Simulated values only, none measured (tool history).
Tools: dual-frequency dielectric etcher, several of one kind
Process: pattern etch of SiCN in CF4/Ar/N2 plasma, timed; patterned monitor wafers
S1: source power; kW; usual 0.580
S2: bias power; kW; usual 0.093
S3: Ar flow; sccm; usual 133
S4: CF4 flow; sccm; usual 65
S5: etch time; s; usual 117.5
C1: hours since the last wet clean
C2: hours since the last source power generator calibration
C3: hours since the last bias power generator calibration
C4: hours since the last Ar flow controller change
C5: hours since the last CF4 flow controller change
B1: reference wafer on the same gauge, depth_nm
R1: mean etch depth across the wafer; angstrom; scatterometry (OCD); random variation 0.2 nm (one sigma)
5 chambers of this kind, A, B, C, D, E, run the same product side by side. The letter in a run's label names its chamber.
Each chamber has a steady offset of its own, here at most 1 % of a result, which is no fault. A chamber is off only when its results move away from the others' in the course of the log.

run	hour	S1	S2	S3	S4	S5	C1	C2	C3	C4	C5	B1	R1
1A	7.4	0.580	0.093	133	65	117.5	351.9	793.7	64.2	97.1	4452.4	155.03	1315.3
2E	16.2	0.580	0.093	133	65	117.5	343.4	404.0	218.7	3175.1	859.6	154.94	1311.6
3B	27.2	0.580	0.093	133	65	117.5	515.4	3086.9	661.9	2081.2	913.7	154.89	1317.8
# hour 29.5: chamber C: wet clean of the chamber
# hour 35.1: chamber D: wet clean of the chamber
4C	37.9	0.580	0.093	133	65	117.5	8.4	2840.7	1740.8	1159.9	2380.0	154.84	1300.4
5D	44.6	0.580	0.093	133	65	117.5	9.5	2808.1	110.0	4862.4	1415.4	154.92	1314.8
6C	52.9	0.580	0.093	133	65	117.5	23.4	2855.7	1755.8	1174.9	2395.0	154.86	1300.0
7B	61.8	0.580	0.093	133	65	117.5	550.0	3121.5	696.5	2115.8	948.3	154.76	1318.8
# hour 68.3: chamber A: CF4 flow controller replaced
8A	74.9	0.580	0.093	133	65	117.5	419.4	861.2	131.7	164.6	6.6	154.89	1318.2
9D	81.5	0.580	0.093	133	65	117.5	46.4	2845.0	146.9	4899.3	1452.3	154.80	1312.2
# hour 84.9: chamber B: wet clean of the chamber
10E	95.0	0.580	0.093	133	65	117.5	422.2	482.8	297.5	3253.9	938.4	154.77	1307.0
11A	102.0	0.580	0.075	133	65	117.5	446.5	888.3	158.8	191.7	33.7	154.73	1212.7
12E	110.7	0.580	0.075	133	65	117.5	437.9	498.5	313.2	3269.6	954.1	154.70	1207.9
13C	118.6	0.580	0.075	133	65	117.5	89.1	2921.4	1821.5	1240.6	2460.7	154.68	1199.5
14B	127.2	0.580	0.075	133	65	117.5	42.4	3186.9	761.9	2181.2	1013.7	154.73	1214.4
15D	141.1	0.580	0.075	133	65	117.5	106.0	2904.6	206.5	4958.9	1511.9	154.56	1211.3
16A	151.2	0.580	0.093	133	65	117.5	495.7	937.5	208.0	240.9	82.9	154.59	1315.9
17E	161.9	0.580	0.093	160	65	134.0	489.1	549.7	364.4	3320.8	1005.3	154.58	1450.0
18C	171.3	0.580	0.093	160	65	134.0	141.8	2974.1	1874.2	1293.3	2513.4	154.57	1435.6
19B	182.6	0.580	0.093	160	65	134.0	97.8	3242.3	817.3	2236.6	1069.1	154.53	1456.5
20D	191.2	0.580	0.093	160	65	134.0	156.1	2954.7	256.6	5009.0	1562.0	154.53	1449.4
21D	198.5	0.580	0.093	160	65	134.0	163.4	2962.0	263.9	5016.3	1569.3	154.44	1451.9
22B	212.0	0.580	0.079	151	65	117.5	127.2	3271.7	846.7	2266.0	1098.5	154.41	1209.3
# hour 212.6: chamber D: source power generator calibrated
23C	219.1	0.580	0.079	151	65	117.5	189.6	3021.9	1922.0	1341.1	2561.2	154.40	1195.1
24A	232.4	0.580	0.079	151	65	117.5	576.9	1018.7	289.2	322.1	164.1	154.37	1209.8
25E	239.6	0.580	0.079	151	65	117.5	566.8	627.4	442.1	3398.5	1083.0	154.38	1202.5
26D	246.8	0.580	0.079	151	65	117.5	211.7	34.3	312.2	5064.6	1617.6	154.34	1209.3
# hour 259.1: chamber A: wet clean of the chamber
27B	260.3	0.580	0.093	133	65	117.5	175.5	3320.0	895.0	2314.3	1146.8	154.33	1314.2
28C	271.8	0.580	0.093	133	65	117.5	242.3	3074.6	1974.7	1393.8	2613.9	154.34	1295.8
29E	284.2	0.580	0.093	133	65	117.5	611.4	672.0	486.7	3443.1	1127.6	154.26	1308.5
# hour 286.8: chamber D: Ar flow controller replaced
30A	295.3	0.580	0.093	133	65	117.5	36.3	1081.6	352.1	385.0	227.0	154.25	1307.3
31D	305.0	0.580	0.093	133	65	117.5	269.9	92.5	370.4	18.3	1675.8	154.21	1306.5
32C	317.0	0.580	0.093	133	65	117.5	287.5	3119.8	2019.9	1439.0	2659.1	154.15	1295.5
33B	329.5	0.580	0.093	133	65	117.5	244.7	3389.2	964.2	2383.5	1216.0	154.11	1311.3
34E	338.5	0.580	0.093	133	65	117.5	665.7	726.3	541.0	3497.4	1181.9	154.09	1301.2
35A	351.2	0.580	0.093	133	65	117.5	92.2	1137.5	408.0	440.9	282.9	154.11	1312.4

Next, every chamber runs the same settings. What will each give?
36A	361.7	0.580	0.093	133	51	117.5							?
36B	361.7	0.580	0.093	133	51	117.5							?
36C	361.7	0.580	0.093	133	51	117.5							?
36D	361.7	0.580	0.093	133	51	117.5							?
36E	361.7	0.580	0.093	133	51	117.5							?

run	R1
36A	1261.2
36B	1264.5
36C	1247.0
36D	1257.5
36E	1252.3
